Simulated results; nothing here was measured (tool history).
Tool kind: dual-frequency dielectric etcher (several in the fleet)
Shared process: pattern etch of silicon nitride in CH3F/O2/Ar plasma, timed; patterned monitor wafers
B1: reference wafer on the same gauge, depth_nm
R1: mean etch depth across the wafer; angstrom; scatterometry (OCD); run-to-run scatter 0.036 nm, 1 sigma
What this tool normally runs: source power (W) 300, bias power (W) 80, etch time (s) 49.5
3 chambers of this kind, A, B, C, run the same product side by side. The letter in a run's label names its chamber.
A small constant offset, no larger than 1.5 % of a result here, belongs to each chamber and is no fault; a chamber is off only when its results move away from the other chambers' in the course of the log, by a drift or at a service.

run 1A hour=12.8 | source_power_(W)=300 bias_power_(W)=80 etch_time_(s)=49.5 | B1=27.909 | R1=326.33
run 2B hour=20.4 | source_power_(W)=300 bias_power_(W)=80 etch_time_(s)=49.5 | B1=27.914 | R1=321.53
run 3C hour=32.8 | source_power_(W)=300 bias_power_(W)=80 etch_time_(s)=49.5 | B1=27.911 | R1=324.57
run 4B hour=43.9 | source_power_(W)=300 bias_power_(W)=80 etch_time_(s)=49.5 | B1=27.938 | R1=320.87
run 5C hour=51.6 | source_power_(W)=300 bias_power_(W)=80 etch_time_(s)=49.5 | B1=27.935 | R1=324.49
run 6A hour=60.2 | source_power_(W)=300 bias_power_(W)=71 etch_time_(s)=49.5 | B1=27.924 | R1=313.42
run 7B hour=71.3 | source_power_(W)=300 bias_power_(W)=71 etch_time_(s)=49.5 | B1=27.945 | R1=307.85
run 8C hour=84.5 | source_power_(W)=300 bias_power_(W)=71 etch_time_(s)=49.5 | B1=27.950 | R1=311.34
run 9A hour=91.6 | source_power_(W)=300 bias_power_(W)=80 etch_time_(s)=49.5 | B1=27.959 | R1=327.08
-- hour=95.6 chamber B: wet clean of the chamber
-- hour=101.4 chamber A: wet clean of the chamber
run 10A hour=101.6 | source_power_(W)=300 bias_power_(W)=80 etch_time_(s)=49.5 | B1=27.970 | R1=326.82
run 11B hour=110.1 | source_power_(W)=300 bias_power_(W)=80 etch_time_(s)=49.5 | B1=27.966 | R1=321.98
run 12C hour=123.4 | source_power_(W)=380 bias_power_(W)=62 etch_time_(s)=49.5 | B1=27.970 | R1=324.78
run 13B hour=130.3 | source_power_(W)=380 bias_power_(W)=62 etch_time_(s)=49.5 | B1=27.981 | R1=322.34
run 14A hour=140.0 | source_power_(W)=380 bias_power_(W)=62 etch_time_(s)=49.5 | B1=27.987 | R1=328.85
-- hour=145.5 chamber C: wet clean of the chamber
run 15C hour=150.6 | source_power_(W)=300 bias_power_(W)=80 etch_time_(s)=49.5 | B1=27.995 | R1=325.59
run 16A hour=162.1 | source_power_(W)=300 bias_power_(W)=80 etch_time_(s)=49.5 | B1=28.001 | R1=327.45
run 17C hour=170.5 | source_power_(W)=300 bias_power_(W)=80 etch_time_(s)=49.5 | B1=28.000 | R1=325.46
run 18B hour=179.7 | source_power_(W)=220 bias_power_(W)=87 etch_time_(s)=49.5 | B1=28.007 | R1=296.60
run 19C hour=189.6 | source_power_(W)=220 bias_power_(W)=87 etch_time_(s)=49.5 | B1=28.015 | R1=298.92
run 20A hour=200.6 | source_power_(W)=220 bias_power_(W)=87 etch_time_(s)=49.5 | B1=28.025 | R1=301.44

Each of the 3 chambers runs these same settings next. Fill in every chamber's results:
run 21A hour=210.8 | source_power_(W)=300 bias_power_(W)=80 etch_time_(s)=49.5 | R1=?
run 21B hour=210.8 | source_power_(W)=300 bias_power_(W)=80 etch_time_(s)=49.5 | R1=?
run 21C hour=210.8 | source_power_(W)=300 bias_power_(W)=80 etch_time_(s)=49.5 | R1=?

run=21A R1=328.17
run=21B R1=322.33
run=21C R1=324.79
